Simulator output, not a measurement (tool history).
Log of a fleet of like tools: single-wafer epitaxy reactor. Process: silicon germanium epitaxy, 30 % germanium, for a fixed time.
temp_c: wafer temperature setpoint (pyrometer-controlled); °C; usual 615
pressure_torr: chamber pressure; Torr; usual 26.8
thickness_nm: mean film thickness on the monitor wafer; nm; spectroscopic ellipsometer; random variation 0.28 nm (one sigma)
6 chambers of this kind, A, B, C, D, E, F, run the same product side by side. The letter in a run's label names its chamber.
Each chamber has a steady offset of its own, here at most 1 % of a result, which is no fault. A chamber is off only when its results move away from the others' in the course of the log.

run   hour  temp_c  pressure_torr  hours since the last pyrometer calibration  hours since the last manometer calibration  read-back reference wafer on the same gauge, thickness_nm  thickness_nm
 1D    9.4     615           26.8                                       161.8                                        85.9                                                     75.109        86.536
      13.8  -- chamber F: pyrometer calibrated
 2C   14.9     615           26.8                                       999.8                                       427.8                                                     75.045        87.301
 3E   20.9     615           26.8                                         531                                      1308.8                                                      75.06        86.276
 4F   30.3     615           26.8                                        16.5                                      1922.6                                                     75.139        86.595
 5B     40     624           30.1                                       412.6                                      1786.5                                                     75.084        105.15
 6A     46     624           30.1                                      1567.5                                      1501.3                                                     75.109        106.38
 7A   54.1     624           30.1                                      1575.6                                      1509.4                                                     75.058        106.72
 8F     59     624           30.1                                        45.2                                      1951.3                                                     75.037        106.12
 9B   63.8     624           30.1                                       436.4                                      1810.3                                                     75.085        106.27
10E     70     624           30.1                                       580.1                                      1357.9                                                     75.105        105.82
11D   77.5     615           26.8                                       229.9                                         154                                                     75.014        86.248
12C   86.2     615           26.8                                      1071.1                                       499.1                                                     75.158        87.011
13B   92.2     615           26.8                                       464.8                                      1838.7                                                     75.046        86.554
14E   97.8     615           26.8                                       607.9                                      1385.7                                                     75.089        86.663
15A  106.3     615           26.8                                      1627.8                                      1561.6                                                     75.083        87.168
16D  113.6     615           26.8                                         266                                       190.1                                                      75.16        86.744
17F  118.5     615           26.8                                       104.7                                      2010.8                                                     75.082        86.272
18C  124.6     624           26.8                                      1109.5                                       537.5                                                     75.114        102.44
19A    131     624           26.8                                      1652.5                                      1586.3                                                     75.115        102.17
20B  137.9     624           26.8                                       510.5                                      1884.4                                                     75.065        100.88
21C  147.4     624           26.8                                      1132.3                                       560.3                                                     75.078        102.24
22D  153.4     624           26.8                                       305.8                                       229.9                                                     75.077        101.23
23E    158     624           26.8                                       668.1                                      1445.9                                                     75.134        100.22
24F  164.5     605           29.2                                       150.7                                      2056.8                                                     75.084        75.103
     171.5  -- chamber B: capacitance manometer re-zeroed and calibrated
25D  174.5     605           29.2                                       326.9                                         251                                                     75.064        75.017
26C  184.1     605           29.2                                        1169                                         597                                                     75.095        75.124
27B  191.4     605           29.2                                         564                                          20                                                     75.144        75.436
28F  201.3     605           29.2                                       187.5                                      2093.6                                                     75.092        75.352
29A  208.8     605           29.2                                      1730.3                                      1664.1                                                     75.075        75.462
30E  216.5     615           26.8                                       726.6                                      1504.4                                                     75.094        84.324
31D  225.1     615           26.8                                       377.5                                       301.6                                                     75.196        86.599
32F  231.1     615           26.8                                       217.3                                      2123.4                                                     75.117        86.706
33B  236.1     615           26.8                                       608.7                                        64.7                                                     75.098        86.379
34E  243.6     615           26.8                                       753.7                                      1531.5                                                     75.088          83.4
35C  253.3     615           26.8                                      1238.2                                       666.2                                                     75.067         87.08
36A  258.4     615           26.8                                      1779.9                                      1713.7                                                     75.098        86.819
37C  266.1     615           26.8                                        1251                                         679                                                     75.149        87.374
38F  274.9     628           22.6                                       261.1                                      2167.2                                                     75.128        101.77
39D  283.5     628           22.6                                       435.9                                         360                                                     75.037        101.52
40E  290.2     628           22.6                                       800.3                                      1578.1                                                     75.112        96.857
41A  299.9     628           22.6                                      1821.4                                      1755.2                                                     75.124        101.86
42B  304.5     628           22.6                                       677.1                                       133.1                                                     75.082        100.48

Is one chamber off against the others, does the gauge drift, or is nothing wrong? If a chamber is off, say which, and what the likeliest cause is.

Chamber E drifts away from the others.
Cause: wafer temperature below the value expected at the setpoint (K) = 2.63.

Here are 4 candidates for chamber E's next run, each the usual settings with a change, their results left as question marks. Which one brings its results back in line with what the others give on the usual settings?
In line means no further than this from the other chambers' mean on the usual settings: thickness_nm 0.99 nm
43E-1  311.7     612           26.8                                                                                                                                                                ?
43E-2  311.7     618           26.8                                                                                                                                                                ?
43E-3  311.7     616             27                                                                                                                                                                ?
43E-4  311.7     615           25.3                                                                                                                                                                ?

The other chambers' mean on the usual settings: thickness_nm 86.884 nm
  run  thickness_nm
43E-1        78.077
43E-2        86.836
43E-3        84.077
43E-4        80.465
43E-2 brings the chamber back in line.
